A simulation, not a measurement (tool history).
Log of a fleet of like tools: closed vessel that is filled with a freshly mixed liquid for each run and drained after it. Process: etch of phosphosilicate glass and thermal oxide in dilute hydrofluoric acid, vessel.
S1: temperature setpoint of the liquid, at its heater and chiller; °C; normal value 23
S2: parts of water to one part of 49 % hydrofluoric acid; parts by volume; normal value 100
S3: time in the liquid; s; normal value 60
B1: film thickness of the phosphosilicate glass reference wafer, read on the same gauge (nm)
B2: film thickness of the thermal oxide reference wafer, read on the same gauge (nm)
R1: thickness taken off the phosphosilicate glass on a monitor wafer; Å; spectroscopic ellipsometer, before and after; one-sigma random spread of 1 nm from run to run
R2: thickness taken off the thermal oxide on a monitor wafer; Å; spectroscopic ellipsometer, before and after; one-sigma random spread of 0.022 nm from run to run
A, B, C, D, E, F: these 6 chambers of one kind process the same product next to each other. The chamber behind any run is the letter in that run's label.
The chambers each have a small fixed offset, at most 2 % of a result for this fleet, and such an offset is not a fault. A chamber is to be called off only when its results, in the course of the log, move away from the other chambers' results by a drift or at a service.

run   hour    S1   S2  S3      B1      B2      R1      R2
 1E    5.7    23  100  60  30.014  79.953  1149.1  28.206
 2A   10.2    23  100  60  29.986  79.997  1162.4  28.753
 3C   17.9    23  100  60   29.98  79.997    1155  28.171
 4D     22    23  100  60  29.991  80.026  1128.9  28.549
 5B   28.4    23  100  60  29.962  80.028  1148.5  28.153
 6F   33.3    23  100  60  29.997  79.993  1167.5  28.613
 7E   38.7    23  100  60  30.008  79.975  1158.9  28.537
 8D   42.5    23  100  60  30.001  80.034  1117.8  28.326
 9A   46.8    23  100  60  29.989  79.991  1152.3  28.855
10F   50.8    23  100  60      30  79.947  1163.5  28.118
11B   55.2    23  100  60  30.009  80.005  1160.4  27.988
12C   59.3    23  100  60  29.994  80.025  1147.6  28.262
13F     65    23  100  60  30.016  79.964  1164.1  28.224
14A   68.4    23  100  60  29.977  79.974  1187.5  28.655
      69.9  -- chamber F: hydrofluoric acid flow meter replaced
15B     76    23  100  60   30.01  79.996    1159  28.137
16E   82.1    23  100  60  30.026  79.994  1140.9  28.126
17D   88.9    23  100  60  29.992  79.958  1120.4  28.585
18C   94.2    23  100  60  30.013  79.999  1152.6   28.22
19D  100.2    23  100  60  29.989  80.026  1122.4  28.804
20A  103.9    23  100  60  29.984   79.92  1176.4  28.922
21F  109.9    23  100  60  30.008  80.011  1160.2  28.015
22B  114.2  19.5  125  60  30.031  80.032  776.63  18.746
23E  121.4  19.5  125  60  29.987  79.976  772.57  19.212
24C  125.3  19.5  125  60  29.999  79.991   791.7  18.905
25E  130.9  19.5  125  60  29.975  79.993  779.27  18.998
26D  135.7  19.5  125  60  29.973  79.982  767.73  18.912
27C  141.3  19.5  125  60      30  79.996  757.49  19.211
28F  145.5    23  100  60  29.991  79.985  1151.6   28.03
29A  153.2    23  100  60  29.987  80.007  1169.7  28.099
30B  157.5    23  100  60  29.985  80.055  1159.6  28.163
31E  162.7    23  100  60  29.987  80.019  1152.9  27.975
32D  167.6    23  100  60  29.995  79.954  1137.5   28.51
     169.9  -- chamber A: hydrofluoric acid flow meter replaced
33F    172    23  100  60  29.984  80.033  1156.1  28.454
34B    176    23  100  60  29.988  79.994  1168.3  28.246
35A  183.9    23  100  60  29.977  80.031  1168.7  28.439
36C  191.2    23  100  60  29.991  79.983  1170.7  28.338
37E  196.5    23  100  60  29.979  80.032  1151.1  28.383
38F  203.2    23  100  60  29.999  80.014  1162.1   28.12
39A  207.3    23  100  60  30.005  79.972  1158.3  28.767
40C  214.4    23  145  35  29.962  79.955  437.54  10.756
41D  218.9    23  145  35  30.014  79.998  434.56   11.07
42B    224    23  145  35   29.97  79.976  441.72  10.673

Predict what each chamber gives when all 6 of them run the settings below next.
43A  229.7  23  100  60           ?   ?
43B  229.7  23  100  60           ?   ?
43C  229.7  23  100  60           ?   ?
43D  229.7  23  100  60           ?   ?
43E  229.7  23  100  60           ?   ?
43F  229.7  23  100  60           ?   ?

run      R1      R2
43A  1158.6  28.045
43B  1139.9  28.189
43C    1157  28.248
43D  1148.5  28.342
43E  1136.9  28.456
43F  1159.7  28.317
